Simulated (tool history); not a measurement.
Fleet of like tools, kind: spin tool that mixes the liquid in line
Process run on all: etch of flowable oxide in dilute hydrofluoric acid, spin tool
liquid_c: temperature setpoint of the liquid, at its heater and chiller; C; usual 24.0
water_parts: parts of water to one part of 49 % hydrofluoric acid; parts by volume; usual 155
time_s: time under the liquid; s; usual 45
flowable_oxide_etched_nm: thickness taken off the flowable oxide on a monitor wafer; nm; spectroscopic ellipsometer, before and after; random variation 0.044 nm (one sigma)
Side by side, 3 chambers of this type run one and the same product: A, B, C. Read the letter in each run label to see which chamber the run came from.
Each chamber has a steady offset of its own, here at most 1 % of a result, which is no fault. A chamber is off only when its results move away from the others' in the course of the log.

run	day	liquid_c	water_parts	time_s	hours since the thermometer was replaced	hours since the hydrofluoric acid flow meter was replaced	read-back film thickness of the flowable oxide reference wafer, read on the same gauge (nm)	flowable_oxide_etched_nm
1A	0.312	24.0	155	45	1520.9	1007.1	130.01	7.9170
2B	0.483	24.0	155	45	624.1	1418.8	130.02	7.8552
3C	0.708	24.0	155	45	879.5	159.1	129.99	7.9730
4A	0.921	24.0	155	45	1535.5	1021.7	129.99	7.7742
5C	1.208	24.0	155	45	891.5	171.1	130.00	7.8711
6B	1.454	24.0	155	45	647.4	1442.1	129.99	7.8472
7A	1.667	24.0	155	45	1553.4	1039.6	129.99	7.8551
8B	1.908	24.0	155	25	658.3	1453.0	129.99	4.3630
9C	2.158	24.0	155	25	914.3	193.9	129.99	4.4558
10C	2.450	24.0	155	25	921.3	200.9	130.03	4.4367
11B	2.621	24.0	155	45	675.4	1470.1	130.01	7.7912
12A	2.796	24.0	155	45	1580.5	1066.7	130.01	7.8493
13B	3.029	24.0	155	45	685.2	1479.9	130.01	7.8355
14A	3.229	24.0	155	45	1590.9	1077.1	130.00	7.8622
15C	3.446	24.0	110	70	945.2	224.8	129.99	18.4230
16A	3.583	24.0	110	70	1599.4	1085.6	130.02	18.2020
17B	3.858	24.0	110	70	705.1	1499.8	129.99	18.0690
18C	4.171	24.0	155	45	962.6	242.2	129.98	7.9169
19B	4.446	24.0	155	45	719.2	1513.9	130.00	7.9037
20C	4.633	24.0	155	45	973.7	253.3	130.01	7.9434
21A	4.938	22.5	85	45	1631.9	1118.1	130.00	14.6000
22B	5.188	22.5	85	45	737.0	1531.7	130.01	14.5240
23C	5.433	22.5	85	45	992.9	272.5	130.01	14.9090
24A	5.708	24.0	155	45	1650.4	1136.6	130.03	7.8221
25B	6.004	24.0	155	45	756.6	1551.3	130.01	7.8474
26A	6.258	24.0	155	45	1663.6	1149.8	130.00	7.8808
27C	6.412	24.0	155	55	1016.4	296.0	129.99	9.7377
28B	6.575	24.0	155	55	770.3	1565.0	130.00	9.6446
29A	6.842	24.0	155	55	1677.6	1163.8	130.02	9.5289

Decide between three cases: one chamber stands off from its peers, the gauge reading all wafers drifts, or nothing is wrong past each chamber's small offset. Where a chamber is off, say which and what most likely put it there.

No chamber stands off beyond its own small offset, and the gauge holds steady.
